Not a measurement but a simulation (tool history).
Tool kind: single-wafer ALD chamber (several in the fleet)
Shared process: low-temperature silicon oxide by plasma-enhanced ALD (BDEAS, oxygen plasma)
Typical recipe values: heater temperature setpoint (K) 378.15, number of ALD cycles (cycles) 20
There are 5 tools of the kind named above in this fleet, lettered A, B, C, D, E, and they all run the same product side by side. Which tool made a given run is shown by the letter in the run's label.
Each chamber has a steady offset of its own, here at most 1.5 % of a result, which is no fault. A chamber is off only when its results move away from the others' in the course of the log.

run	hour	heater temperature setpoint (K)	number of ALD cycles (cycles)	read-back reference wafer on the same gauge, thickness_nm	mean film thickness on the monitor wafer (angstrom)
1C	10.9	378.15	20	2.3705	28.072
2B	21.7	378.15	20	2.374	28.09
3A	31.2	378.15	20	2.3682	28.297
4E	38.1	378.15	20	2.3663	28.48
5D	43.8	370.15	16	2.3707	22.944
6E	51.9	370.15	16	2.3678	23.138
7B	57.8	370.15	16	2.3666	22.935
8C	65.3	370.15	16	2.3697	23.102
9D	71	370.15	16	2.368	22.797
10A	82.8	373.15	20	2.3685	28.399
11B	88.6	373.15	20	2.3673	28.452
# hour 89.7: chamber B: thermocouple changed; heater temperature recalibrated
12E	97	373.15	20	2.368	28.758
13C	108.7	373.15	20	2.3709	28.405
14A	114.3	373.15	20	2.3674	28.384
# hour 120.3: chamber C: thermocouple changed; heater temperature recalibrated
15D	123.3	378.15	20	2.37	27.963
16E	130.6	378.15	20	2.3728	28.453
17D	137.5	378.15	20	2.3699	28.008
18C	147.1	371.15	16	2.3715	22.716
19B	152.9	371.15	16	2.3734	22.953
20A	165.3	371.15	16	2.369	22.871
21A	171.7	371.15	16	2.3699	22.816
22D	179.1	371.15	16	2.367	22.708
23C	189.4	378.15	20	2.3688	28.05
24E	201.7	378.15	20	2.3714	28.385
25B	209.6	378.15	20	2.3724	28.141
26E	219.7	378.15	20	2.3709	28.368
27A	225.8	378.15	20	2.369	28.054
28C	231.9	378.15	20	2.3697	28.14
29D	242.7	378.15	20	2.3699	27.867
30B	250.4	378.15	20	2.3679	28.305
31D	260.5	378.15	22	2.3702	30.709
32A	269.8	378.15	22	2.3668	30.997
33C	281.5	378.15	22	2.3682	30.462
34B	288.2	378.15	22	2.3711	31.256
35E	300.4	378.15	22	2.3681	31.252
36A	310.8	378.15	20	2.3682	28.247
37D	319.9	378.15	20	2.3684	27.974

Predict what each chamber gives when all 5 of them run the settings below next.
38A	328.8	378.15	20		?
38B	328.8	378.15	20		?
38C	328.8	378.15	20		?
38D	328.8	378.15	20		?
38E	328.8	378.15	20		?

run	mean film thickness on the monitor wafer (angstrom)
38A	28.129
38B	28.142
38C	28.194
38D	28.137
38E	28.653
